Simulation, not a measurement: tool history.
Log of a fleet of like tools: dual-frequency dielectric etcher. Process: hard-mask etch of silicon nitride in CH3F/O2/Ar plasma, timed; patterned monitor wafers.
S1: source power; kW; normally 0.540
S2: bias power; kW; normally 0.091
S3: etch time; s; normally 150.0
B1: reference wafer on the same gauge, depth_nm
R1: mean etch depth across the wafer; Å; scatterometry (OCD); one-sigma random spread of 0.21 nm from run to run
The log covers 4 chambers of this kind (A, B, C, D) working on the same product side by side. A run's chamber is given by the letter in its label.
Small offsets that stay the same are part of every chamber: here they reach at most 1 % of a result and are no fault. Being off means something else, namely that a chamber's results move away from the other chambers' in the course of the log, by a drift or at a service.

| run | hour | S1 | S2 | S3 | B1 | R1 |
|---|---|---|---|---|---|---|
| 1D | 9.8 | 0.540 | 0.091 | 150.0 | 112.00 | 1268.90 |
| 2B | 17.7 | 0.540 | 0.091 | 150.0 | 112.10 | 1289.50 |
| 3A | 23.1 | 0.540 | 0.091 | 150.0 | 112.06 | 1283.10 |
| 4C | 33.6 | 0.540 | 0.091 | 150.0 | 112.06 | 1269.80 |
| 5C | 40.4 | 0.540 | 0.091 | 150.0 | 112.06 | 1274.40 |
| 6D | 49.3 | 0.540 | 0.091 | 150.0 | 112.09 | 1269.50 |
| 7A | 56.6 | 0.540 | 0.091 | 150.0 | 112.13 | 1284.10 |
| 8B | 67.5 | 0.540 | 0.091 | 134.5 | 112.14 | 1153.70 |
| 9A | 74.6 | 0.540 | 0.091 | 134.5 | 112.19 | 1149.30 |
| 10C | 83.4 | 0.540 | 0.091 | 134.5 | 112.17 | 1138.20 |
| 11D | 93.1 | 0.540 | 0.091 | 134.5 | 112.18 | 1142.30 |
| 12B | 102.4 | 0.540 | 0.091 | 150.0 | 112.24 | 1289.00 |
|  | 104.8 | chamber B: wet clean of the chamber |
| 13A | 108.1 | 0.540 | 0.091 | 150.0 | 112.21 | 1285.10 |
| 14B | 118.0 | 0.470 | 0.110 | 150.0 | 112.23 | 1312.10 |
| 15C | 126.7 | 0.470 | 0.110 | 150.0 | 112.24 | 1293.60 |
| 16D | 132.8 | 0.470 | 0.110 | 150.0 | 112.21 | 1292.10 |
| 17D | 143.3 | 0.470 | 0.110 | 150.0 | 112.28 | 1290.70 |
| 18C | 150.3 | 0.540 | 0.091 | 150.0 | 112.29 | 1270.10 |
| 19B | 160.3 | 0.540 | 0.091 | 150.0 | 112.30 | 1294.00 |
| 20A | 172.0 | 0.540 | 0.091 | 150.0 | 112.32 | 1290.70 |
| 21B | 177.8 | 0.540 | 0.091 | 150.0 | 112.36 | 1291.00 |
| 22D | 185.6 | 0.540 | 0.091 | 150.0 | 112.31 | 1268.60 |
| 23A | 197.0 | 0.540 | 0.091 | 150.0 | 112.43 | 1288.20 |
| 24C | 204.2 | 0.540 | 0.091 | 150.0 | 112.39 | 1273.90 |
| 25B | 213.2 | 0.540 | 0.091 | 150.0 | 112.41 | 1290.90 |
| 26C | 220.4 | 0.540 | 0.091 | 150.0 | 112.41 | 1274.50 |
| 27A | 227.7 | 0.540 | 0.091 | 150.0 | 112.49 | 1290.50 |
| 28D | 234.4 | 0.540 | 0.091 | 150.0 | 112.47 | 1278.50 |
|  | 240.6 | chamber D: wet clean of the chamber |
| 29C | 245.4 | 0.540 | 0.091 | 150.0 | 112.50 | 1271.40 |
| 30A | 256.6 | 0.540 | 0.091 | 150.0 | 112.53 | 1290.30 |
| 31B | 267.9 | 0.540 | 0.091 | 150.0 | 112.53 | 1295.40 |
| 32D | 274.5 | 0.540 | 0.091 | 150.0 | 112.58 | 1276.00 |
| 33A | 286.2 | 0.540 | 0.091 | 150.0 | 112.53 | 1290.00 |
| 34D | 297.8 | 0.540 | 0.091 | 150.0 | 112.59 | 1280.10 |
| 35B | 304.0 | 0.540 | 0.091 | 150.0 | 112.58 | 1295.70 |
| 36C | 312.4 | 0.540 | 0.091 | 150.0 | 112.65 | 1275.50 |
| 37A | 318.8 | 0.540 | 0.091 | 150.0 | 112.64 | 1290.40 |
| 38B | 330.9 | 0.540 | 0.073 | 109.5 | 112.68 | 874.01 |
| 39C | 338.0 | 0.540 | 0.073 | 109.5 | 112.66 | 862.48 |
| 40D | 349.8 | 0.540 | 0.073 | 109.5 | 112.69 | 865.53 |
| 41C | 356.2 | 0.540 | 0.073 | 109.5 | 112.73 | 864.71 |
| 42B | 366.7 | 0.540 | 0.106 | 150.0 | 112.77 | 1369.10 |

Next, every chamber runs the same settings. What will each give?
| 43A | 375.5 | 0.480 | 0.091 | 150.0 |  | ? |
| 43B | 375.5 | 0.480 | 0.091 | 150.0 |  | ? |
| 43C | 375.5 | 0.480 | 0.091 | 150.0 |  | ? |
| 43D | 375.5 | 0.480 | 0.091 | 150.0 |  | ? |

| run | R1 |
|---|---|
| 43A | 1234.60 |
| 43B | 1239.40 |
| 43C | 1222.70 |
| 43D | 1220.50 |
